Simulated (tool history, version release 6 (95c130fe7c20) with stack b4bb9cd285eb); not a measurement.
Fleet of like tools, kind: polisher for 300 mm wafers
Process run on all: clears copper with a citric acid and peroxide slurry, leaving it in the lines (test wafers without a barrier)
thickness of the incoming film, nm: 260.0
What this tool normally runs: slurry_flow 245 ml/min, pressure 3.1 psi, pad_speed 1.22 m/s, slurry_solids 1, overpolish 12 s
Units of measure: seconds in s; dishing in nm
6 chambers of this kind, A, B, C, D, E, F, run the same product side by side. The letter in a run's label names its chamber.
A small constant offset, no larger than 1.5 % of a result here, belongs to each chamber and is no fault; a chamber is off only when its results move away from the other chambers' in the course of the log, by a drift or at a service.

run    day  slurry_flow  pressure  pad_speed  slurry_solids  overpolish  seconds  dishing
 1B  0.117          245       3.1       1.22              1          12   82.777   27.483
 2A  0.325          245       3.1       1.22              1          12   84.397   26.909
     0.396  -- chamber E: slurry blender recalibrated
     0.479  -- chamber E: worn pad replaced by a new one
 3E  0.525          245       3.1       1.22              1          12   86.026   26.607
 4D  0.629          245       3.1       1.22              1          12   81.654   26.841
 5F  0.758          245       3.1       1.22              1          12   81.439   27.202
 6C   0.85          295       3.1       1.48              1          12   68.666   32.331
 7F  1.029          295       3.1       1.48              1          12   68.248   32.635
 8A  1.129          295       3.1       1.48              1          12   68.238   32.607
 9E  1.283          295       3.1       1.48              1          12   68.364   33.528
10B  1.467          295       3.1       1.48              1          12   66.711   33.155
11C  1.658          295       3.1       1.48              1          12   68.865   32.629
12D  1.771          245       3.1       1.22              1          12   84.198   26.712
     1.808  -- chamber A: worn pad replaced by a new one
13A  1.958          245       3.1       1.22              1          12   85.309    27.16
     2.046  -- chamber C: worn pad replaced by a new one
14F  2.058          245       3.1       1.22              1          12   83.848   26.758
15C  2.238          245       3.1       1.22              1          12    84.74   27.388
16E  2.371          245       3.1       1.22              1          12   85.142   26.708
17B  2.567          245       3.1       1.22              1          12   83.671   27.411
18D  2.746          245       3.1       1.22              1          12   85.502   26.981
     2.904  -- chamber F: worn pad replaced by a new one
19C  2.933          245       3.1       1.22              1          18   85.148   38.955
20A  3.129          245       3.1       1.22              1          18   83.176   38.107
21D  3.229          245       3.1       1.22              1          18   86.054   37.729
22B    3.4          245       3.1       1.22              1          18   82.152   38.603
23F  3.588          245       3.1       1.22              1          18   84.648   38.732
     3.596  -- chamber B: worn pad replaced by a new one
24E  3.683          245       3.1       1.22              1          18    82.06   38.879
25A  3.883          245       3.1       1.54              1          15   66.821   40.227
     3.975  -- chamber F: slurry blender recalibrated
26E  4.012          245       3.1       1.54              1          15   67.797   41.176
27C    4.2          245       3.1       1.54              1          15     66.6   40.595
28F  4.321          245       3.1       1.54              1          15   66.531   40.434
29B  4.475          245       3.1       1.54              1          15   66.248   40.449
30D  4.621          245       3.1       1.54              1          15   69.993   38.159
31B  4.738          245       3.1       1.22              1          12   83.835   27.027
32A  4.925          245       3.1       1.22              1          12   82.304   26.362
     5.004  -- chamber C: worn pad replaced by a new one
33F  5.038          245       3.1       1.22              1          12   84.545   26.842
     5.054  -- chamber A: slurry blender recalibrated
     5.208  -- chamber E: worn pad replaced by a new one
34E  5.225          245       3.1       1.22              1          12   82.801   27.905
35C  5.358          275       3.1       1.22              1          12   83.604   27.165
36D  5.475          275       3.1       1.22              1          12   90.616   24.907
37A  5.617          275       3.1       1.22              1          12    82.35   26.621
38D  5.767          275       3.1       1.22              1          12   89.527   25.497
      5.85  -- chamber B: slurry blender recalibrated
39C  5.875          275       3.1       1.22              1          12   84.014   27.581
40F  5.975          275       3.1       1.22              1          12   82.496   27.526
41E  6.088          245       3.1       1.22              1          12   85.141   27.308
42B  6.217          245       3.1       1.22              1          12   83.254   27.449
43C  6.308          245       3.1       1.22              1          12   83.524   26.836

Next, all 6 chambers run the settings below, one line each with question marks for the results. What does each chamber give?
44A  6.458          245       3.1       1.22              1          12        ?        ?
44B  6.458          245       3.1       1.22              1          12        ?        ?
44C  6.458          245       3.1       1.22              1          12        ?        ?
44D  6.458          245       3.1       1.22              1          12        ?        ?
44E  6.458          245       3.1       1.22              1          12        ?        ?
44F  6.458          245       3.1       1.22              1          12        ?        ?

run  seconds  dishing
44A   83.714   26.971
44B   85.268   27.063
44C   84.025   26.815
44D   92.403   24.075
44E   82.649   26.723
44F   84.584   26.783
